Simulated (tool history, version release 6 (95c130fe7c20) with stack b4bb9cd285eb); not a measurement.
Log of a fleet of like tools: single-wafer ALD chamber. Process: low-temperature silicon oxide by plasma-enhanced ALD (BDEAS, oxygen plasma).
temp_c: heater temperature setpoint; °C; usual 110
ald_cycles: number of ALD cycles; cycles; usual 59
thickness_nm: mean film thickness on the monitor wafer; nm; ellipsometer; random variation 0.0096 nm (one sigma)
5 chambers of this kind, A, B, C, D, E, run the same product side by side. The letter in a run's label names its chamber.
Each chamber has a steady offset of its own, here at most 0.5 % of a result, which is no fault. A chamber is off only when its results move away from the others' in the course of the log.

| run | hour | temp_c | ald_cycles | hours since the last thermocouple change | read-back reference wafer on the same gauge, thickness_nm | thickness_nm |
|---|---|---|---|---|---|---|
| 1A | 10 | 110 | 59 | 1921.2 | 8.4794 | 8.3332 |
| 2D | 19.9 | 110 | 59 | 1434.5 | 8.4814 | 8.2879 |
| 3B | 27.5 | 110 | 59 | 1748.2 | 8.4839 | 8.3056 |
| 4C | 35 | 110 | 59 | 527.9 | 8.4836 | 8.2962 |
| 5E | 46.8 | 110 | 59 | 86.2 | 8.4864 | 8.2916 |
| 6D | 54.2 | 110 | 59 | 1468.8 | 8.4837 | 8.2882 |
| 7A | 68 | 110 | 59 | 1979.2 | 8.4866 | 8.3256 |
| 8C | 82.1 | 110 | 59 | 575 | 8.4885 | 8.2726 |
| 9B | 89.3 | 110 | 59 | 1810 | 8.4881 | 8.3074 |
| 10E | 97.5 | 110 | 59 | 136.9 | 8.4919 | 8.3019 |
|  | 110.9 | chamber B: thermocouple changed; heater temperature recalibrated |
| 11A | 111.8 | 110 | 59 | 2023 | 8.4918 | 8.3212 |
| 12B | 125.9 | 123 | 51 | 15.1 | 8.4937 | 7.02 |
| 13C | 139.4 | 123 | 51 | 632.3 | 8.4923 | 7.0018 |
| 14E | 151.7 | 123 | 51 | 191.1 | 8.497 | 7.0112 |
| 15D | 162.9 | 123 | 51 | 1577.5 | 8.4978 | 7.0028 |
| 16A | 170.6 | 123 | 51 | 2081.8 | 8.4975 | 7.0138 |
| 17C | 178.4 | 110 | 59 | 671.3 | 8.4984 | 8.2924 |
| 18B | 187.7 | 120 | 59 | 76.9 | 8.4999 | 8.1676 |
| 19E | 202.5 | 120 | 59 | 241.9 | 8.5015 | 8.1459 |
| 20D | 217.5 | 120 | 59 | 1632.1 | 8.5003 | 8.1505 |
| 21E | 228.4 | 120 | 59 | 267.8 | 8.5008 | 8.1626 |
| 22B | 240.1 | 120 | 59 | 129.3 | 8.5039 | 8.1791 |
| 23C | 247.5 | 110 | 59 | 740.4 | 8.5068 | 8.2999 |
| 24D | 260 | 110 | 59 | 1674.6 | 8.5086 | 8.2874 |
| 25A | 269.1 | 110 | 59 | 2180.3 | 8.5091 | 8.3575 |
| 26B | 275.8 | 110 | 59 | 165 | 8.5093 | 8.3234 |
| 27C | 283.6 | 110 | 59 | 776.5 | 8.5097 | 8.3188 |
| 28D | 298.2 | 110 | 59 | 1712.8 | 8.5108 | 8.3314 |
| 29A | 307.3 | 110 | 59 | 2218.5 | 8.5098 | 8.3509 |
| 30E | 317.6 | 110 | 59 | 357 | 8.5111 | 8.3339 |
| 31C | 332.2 | 110 | 59 | 825.1 | 8.5114 | 8.3046 |
| 32E | 342.5 | 110 | 59 | 381.9 | 8.5163 | 8.3303 |
| 33A | 355.9 | 110 | 59 | 2267.1 | 8.5164 | 8.346 |
| 34D | 368 | 110 | 59 | 1782.6 | 8.5176 | 8.3104 |
| 35B | 379.5 | 110 | 59 | 268.7 | 8.5189 | 8.3536 |

All 5 chambers run these settings next. Forecast each chamber's results:
| 36A | 390.3 | 122 | 59 |  |  | ? |
| 36B | 390.3 | 122 | 59 |  |  | ? |
| 36C | 390.3 | 122 | 59 |  |  | ? |
| 36D | 390.3 | 122 | 59 |  |  | ? |
| 36E | 390.3 | 122 | 59 |  |  | ? |

| run | thickness_nm |
|---|---|
| 36A | 8.1705 |
| 36B | 8.151 |
| 36C | 8.1312 |
| 36D | 8.1301 |
| 36E | 8.1388 |
